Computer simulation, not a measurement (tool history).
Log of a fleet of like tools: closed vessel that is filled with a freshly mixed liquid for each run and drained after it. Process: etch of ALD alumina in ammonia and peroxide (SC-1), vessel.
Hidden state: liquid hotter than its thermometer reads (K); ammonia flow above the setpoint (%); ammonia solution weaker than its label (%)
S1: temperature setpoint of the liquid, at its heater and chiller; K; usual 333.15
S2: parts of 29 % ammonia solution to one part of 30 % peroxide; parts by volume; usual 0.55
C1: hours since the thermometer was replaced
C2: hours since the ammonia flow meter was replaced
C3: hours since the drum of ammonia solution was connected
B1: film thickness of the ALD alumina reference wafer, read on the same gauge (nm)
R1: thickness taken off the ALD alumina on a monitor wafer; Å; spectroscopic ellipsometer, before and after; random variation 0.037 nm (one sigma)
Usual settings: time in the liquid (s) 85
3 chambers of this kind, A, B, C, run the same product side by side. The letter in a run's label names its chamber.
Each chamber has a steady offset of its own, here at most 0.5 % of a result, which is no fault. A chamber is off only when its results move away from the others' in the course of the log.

Run 1C, hour 4.2: usual settings; C1 305.6; C2 175.4; C3 4.9; B1 40.002. Result: R1 67.235 Å.
Run 2A, hour 6.8: usual settings; C1 1543; C2 386.1; C3 279.6; B1 39.991. Result: R1 66.763 Å.
Run 3B, hour 10: usual settings; C1 918.4; C2 85.6; C3 103.6; B1 39.979. Result: R1 66.584 Å.
Run 4B, hour 12: usual settings; C1 920.4; C2 87.6; C3 105.6; B1 40.024. Result: R1 67.327 Å.
Run 5C, hour 15.1: usual settings; C1 316.5; C2 186.3; C3 15.8; B1 40.02. Result: R1 66.317 Å.
Run 6A, hour 18.9: usual settings; C1 1555.1; C2 398.2; C3 291.7; B1 40.002. Result: R1 67.223 Å.
Run 7C, hour 22.6: usual settings; C1 324; C2 193.8; C3 23.3; B1 39.995. Result: R1 66.515 Å.
Run 8A, hour 24.6: usual settings; C1 1560.8; C2 403.9; C3 297.4; B1 39.973. Result: R1 67.409 Å.
Run 9B, hour 27.5: usual settings; C1 935.9; C2 103.1; C3 121.1; B1 39.99. Result: R1 67.214 Å.
Run 10C, hour 31.1: usual settings; C1 332.5; C2 202.3; C3 31.8; B1 40.004. Result: R1 66.599 Å.
Run 11B, hour 34.4: usual settings; C1 942.8; C2 110; C3 128; B1 39.983. Result: R1 67.633 Å.
Run 12A, hour 37.6: usual settings; C1 1573.8; C2 416.9; C3 310.4; B1 40.01. Result: R1 67.347 Å.
Run 13A, hour 40.2: usual settings; C1 1576.4; C2 419.5; C3 313; B1 39.979. Result: R1 66.26 Å.
Run 14C, hour 42.1: usual settings; C1 343.5; C2 213.3; C3 42.8; B1 39.97. Result: R1 66.483 Å.
Run 15B, hour 44.3: usual settings; C1 952.7; C2 119.9; C3 137.9; B1 40.022. Result: R1 67.964 Å.
Run 16B, hour 46.4: usual settings; C1 954.8; C2 122; C3 140; B1 39.984. Result: R1 68.224 Å.
Run 17C, hour 49.4: usual settings; C1 350.8; C2 220.6; C3 50.1; B1 39.95. Result: R1 66.087 Å.
Run 18A, hour 51.8: usual settings; C1 1588; C2 431.1; C3 324.6; B1 40.013. Result: R1 66.935 Å.
Run 19A, hour 55.9: usual settings; C1 1592.1; C2 435.2; C3 328.7; B1 40.029. Result: R1 67.137 Å.
Run 20C, hour 58.2: usual settings; C1 359.6; C2 229.4; C3 58.9; B1 40.035. Result: R1 66.997 Å.
Run 21B, hour 60.8: usual settings but S2 0.35 parts by volume, time in the liquid (s) 130; C1 969.2; C2 136.4; C3 154.4; B1 40.018. Result: R1 100.52 Å.
Run 22A, hour 64.2: usual settings but S2 0.35 parts by volume, time in the liquid (s) 130; C1 1600.4; C2 443.5; C3 337; B1 39.982. Result: R1 98.236 Å.
Run 23C, hour 66.8: usual settings but S2 0.35 parts by volume, time in the liquid (s) 130; C1 368.2; C2 238; C3 67.5; B1 39.995. Result: R1 97.6 Å.
Run 24B, hour 69.3: usual settings; C1 977.7; C2 144.9; C3 162.9; B1 40.011. Result: R1 68.707 Å.
Run 25A, hour 72.8: usual settings but S1 337.15 K, time in the liquid (s) 70; C1 1609; C2 452.1; C3 345.6; B1 40.01. Result: R1 66.967 Å.
Run 26B, hour 76.9: usual settings but S1 337.15 K, time in the liquid (s) 70; C1 985.3; C2 152.5; C3 170.5; B1 39.987. Result: R1 70.298 Å.
Run 27C, hour 79.9: usual settings but S1 337.15 K, time in the liquid (s) 70; C1 381.3; C2 251.1; C3 80.6; B1 40.021. Result: R1 67.123 Å.
Run 28B, hour 84: usual settings; C1 992.4; C2 159.6; C3 177.6; B1 40.023. Result: R1 70.483 Å.
Run 29C, hour 86.3: usual settings; C1 387.7; C2 257.5; C3 87; B1 40.017. Result: R1 66.279 Å.
Run 30A, hour 89.3: usual settings; C1 1625.5; C2 468.6; C3 362.1; B1 39.992. Result: R1 66.671 Å.
Run 31B, hour 91.3: usual settings; C1 999.7; C2 166.9; C3 184.9; B1 39.982. Result: R1 69.928 Å.
Run 32A, hour 95.1: usual settings; C1 1631.3; C2 474.4; C3 367.9; B1 39.99. Result: R1 66.223 Å.
Run 33C, hour 99: usual settings; C1 400.4; C2 270.2; C3 99.7; B1 39.99. Result: R1 66.723 Å.
Run 34A, hour 102.1: usual settings; C1 1638.3; C2 481.4; C3 374.9; B1 40.059. Result: R1 67.669 Å.

What goes on in this fleet: one chamber off, a drifting gauge, or nothing beyond the chambers' own small offsets? Name the chamber and the cause, if any.

Chamber B drifts away from the others.
Cause: liquid hotter than its thermometer reads (K) = 1.3.

Here are 4 candidates for chamber B's next run, each the usual settings with a change, their results left as question marks. Which one brings its results back in line with what the others give on the usual settings?
In line means no further than this from the other chambers' mean on the usual settings: R1 1.3 Å
Run 35B-1, hour 105.2: usual settings but time in the liquid (s) 90. Result: R1 ?.
Run 35B-2, hour 105.2: usual settings but S1 332.65 K. Result: R1 ?.
Run 35B-3, hour 105.2: usual settings but time in the liquid (s) 80. Result: R1 ?.
Run 35B-4, hour 105.2: usual settings but S1 333.65 K. Result: R1 ?.

The other chambers' mean on the usual settings: R1 66.693 Å
  run      R1
35B-1  75.164
35B-2  69.202
35B-3  66.812
35B-4  72.814
35B-3 brings the chamber back in line.
